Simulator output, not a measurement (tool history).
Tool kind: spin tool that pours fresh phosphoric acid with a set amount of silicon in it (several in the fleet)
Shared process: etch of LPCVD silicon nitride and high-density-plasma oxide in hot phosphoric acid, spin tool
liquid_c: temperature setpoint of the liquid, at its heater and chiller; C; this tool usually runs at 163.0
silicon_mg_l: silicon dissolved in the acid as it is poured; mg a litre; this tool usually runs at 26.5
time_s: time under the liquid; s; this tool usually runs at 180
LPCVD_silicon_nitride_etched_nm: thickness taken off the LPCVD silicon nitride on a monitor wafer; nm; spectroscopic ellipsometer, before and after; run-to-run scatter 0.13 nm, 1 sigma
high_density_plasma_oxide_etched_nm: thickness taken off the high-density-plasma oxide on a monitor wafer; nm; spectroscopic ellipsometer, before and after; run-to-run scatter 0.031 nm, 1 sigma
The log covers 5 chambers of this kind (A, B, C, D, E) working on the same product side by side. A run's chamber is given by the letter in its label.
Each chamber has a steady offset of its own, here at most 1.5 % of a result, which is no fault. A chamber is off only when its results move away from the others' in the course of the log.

| run | day | liquid_c | silicon_mg_l | time_s | hours since the thermometer was replaced | hours since the dissolved silicon flow meter was replaced | hours since the heated supply line was repaired | read-back film thickness of the LPCVD silicon nitride reference wafer, read on the same gauge (nm) | read-back film thickness of the high-density-plasma oxide reference wafer, read on the same gauge (nm) | LPCVD_silicon_nitride_etched_nm | high_density_plasma_oxide_etched_nm |
|---|---|---|---|---|---|---|---|---|---|---|---|
| 1A | 0.192 | 163.0 | 26.5 | 180 | 808.9 | 1602.8 | 231.0 | 39.987 | 120.00 | 17.331 | 0.42705 |
| 2D | 0.375 | 163.0 | 26.5 | 180 | 235.7 | 170.9 | 337.2 | 39.963 | 120.00 | 17.590 | 0.38777 |
| 3E | 0.533 | 163.0 | 26.5 | 180 | 44.5 | 2180.2 | 1655.3 | 40.035 | 120.02 | 17.545 | 0.42090 |
| 4C | 0.808 | 163.0 | 26.5 | 180 | 316.9 | 1116.1 | 355.5 | 40.001 | 120.02 | 17.463 | 0.39342 |
| 5B | 1.054 | 164.5 | 35.5 | 180 | 1697.4 | 1671.1 | 492.8 | 39.993 | 119.98 | 18.509 | 0.32899 |
| 6D | 1.317 | 164.5 | 35.5 | 180 | 258.3 | 193.5 | 359.8 | 39.996 | 120.02 | 18.297 | 0.32968 |
| 7E | 1.600 | 164.5 | 35.5 | 180 | 70.1 | 2205.8 | 1680.9 | 39.996 | 120.00 | 18.531 | 0.36537 |
| 8A | 1.858 | 164.5 | 35.5 | 180 | 848.9 | 1642.8 | 271.0 | 40.022 | 120.01 | 18.212 | 0.32258 |
| 9C | 2.146 | 164.5 | 35.5 | 180 | 349.0 | 1148.2 | 387.6 | 39.996 | 119.97 | 18.443 | 0.33430 |
| 10B | 2.392 | 163.0 | 26.5 | 180 | 1729.5 | 1703.2 | 524.9 | 40.038 | 119.98 | 17.456 | 0.43094 |
| 11A | 2.521 | 163.0 | 26.5 | 180 | 864.8 | 1658.7 | 286.9 | 39.968 | 120.00 | 17.325 | 0.37163 |
| 12B | 2.675 | 163.0 | 26.5 | 180 | 1736.3 | 1710.0 | 531.7 | 40.001 | 120.00 | 17.728 | 0.37459 |
| 13E | 2.904 | 163.0 | 26.5 | 180 | 101.4 | 2237.1 | 1712.2 | 39.942 | 120.00 | 17.590 | 0.46752 |
| 14C | 3.179 | 163.0 | 19.5 | 130 | 373.8 | 1173.0 | 412.4 | 39.995 | 120.01 | 12.740 | 0.38306 |
| 15D | 3.383 | 163.0 | 19.5 | 130 | 307.9 | 243.1 | 409.4 | 39.956 | 119.97 | 12.686 | 0.41767 |
| 16D | 3.521 | 163.0 | 19.5 | 130 | 311.2 | 246.4 | 412.7 | 39.981 | 120.01 | 12.672 | 0.39313 |
| 17E | 3.738 | 163.0 | 19.5 | 130 | 121.4 | 2257.1 | 1732.2 | 39.978 | 120.01 | 12.800 | 0.42571 |
| 18B | 3.971 | 163.0 | 19.5 | 130 | 1767.4 | 1741.1 | 562.8 | 40.032 | 120.00 | 12.724 | 0.39086 |
| 19A | 4.225 | 163.0 | 26.5 | 180 | 905.7 | 1699.6 | 327.8 | 39.998 | 120.02 | 17.299 | 0.32949 |
| 20C | 4.421 | 163.0 | 26.5 | 180 | 403.6 | 1202.8 | 442.2 | 39.981 | 119.98 | 17.796 | 0.36594 |
| 21C | 4.562 | 163.0 | 26.5 | 180 | 407.0 | 1206.2 | 445.6 | 40.031 | 119.99 | 17.487 | 0.42569 |
| 22A | 4.700 | 163.0 | 26.5 | 130 | 917.1 | 1711.0 | 339.2 | 39.947 | 120.01 | 12.445 | 0.27728 |
| 23B | 4.879 | 163.0 | 26.5 | 130 | 1789.2 | 1762.9 | 584.6 | 40.042 | 120.00 | 12.634 | 0.31352 |
| 24D | 5.138 | 163.0 | 26.5 | 130 | 350.0 | 285.2 | 451.5 | 39.997 | 120.00 | 12.827 | 0.35097 |
| 25E | 5.304 | 163.0 | 26.5 | 130 | 159.0 | 2294.7 | 1769.8 | 40.019 | 119.99 | 12.495 | 0.27795 |
| 26E | 5.500 | 163.0 | 26.5 | 130 | 163.7 | 2299.4 | 1774.5 | 40.027 | 120.00 | 12.494 | 0.35375 |
| 27B | 5.767 | 163.0 | 26.5 | 180 | 1810.5 | 1784.2 | 605.9 | 39.967 | 120.03 | 17.580 | 0.47061 |
| 28D | 6.008 | 163.0 | 26.5 | 180 | 370.9 | 306.1 | 472.4 | 39.967 | 120.01 | 17.488 | 0.46984 |
| 29C | 6.196 | 163.0 | 26.5 | 180 | 446.2 | 1245.4 | 484.8 | 39.970 | 120.01 | 17.400 | 0.36361 |
| 30A | 6.404 | 161.0 | 26.5 | 180 | 958.0 | 1751.9 | 380.1 | 40.008 | 120.03 | 16.309 | 0.32500 |
| 31A | 6.683 | 161.0 | 26.5 | 180 | 964.7 | 1758.6 | 386.8 | 39.979 | 120.01 | 16.259 | 0.36206 |
| 32E | 6.962 | 161.0 | 26.5 | 180 | 198.8 | 2334.5 | 1809.6 | 39.982 | 120.03 | 16.255 | 0.34192 |

Next, every chamber runs the same settings. What will each give?
| 33A | 7.171 | 163.0 | 26.5 | 180 |  |  |  |  |  | ? | ? |
| 33B | 7.171 | 163.0 | 26.5 | 180 |  |  |  |  |  | ? | ? |
| 33C | 7.171 | 163.0 | 26.5 | 180 |  |  |  |  |  | ? | ? |
| 33D | 7.171 | 163.0 | 26.5 | 180 |  |  |  |  |  | ? | ? |
| 33E | 7.171 | 163.0 | 26.5 | 180 |  |  |  |  |  | ? | ? |

| run | LPCVD_silicon_nitride_etched_nm | high_density_plasma_oxide_etched_nm |
|---|---|---|
| 33A | 17.139 | 0.39159 |
| 33B | 17.394 | 0.42258 |
| 33C | 17.721 | 0.36363 |
| 33D | 17.512 | 0.39391 |
| 33E | 17.653 | 0.45573 |
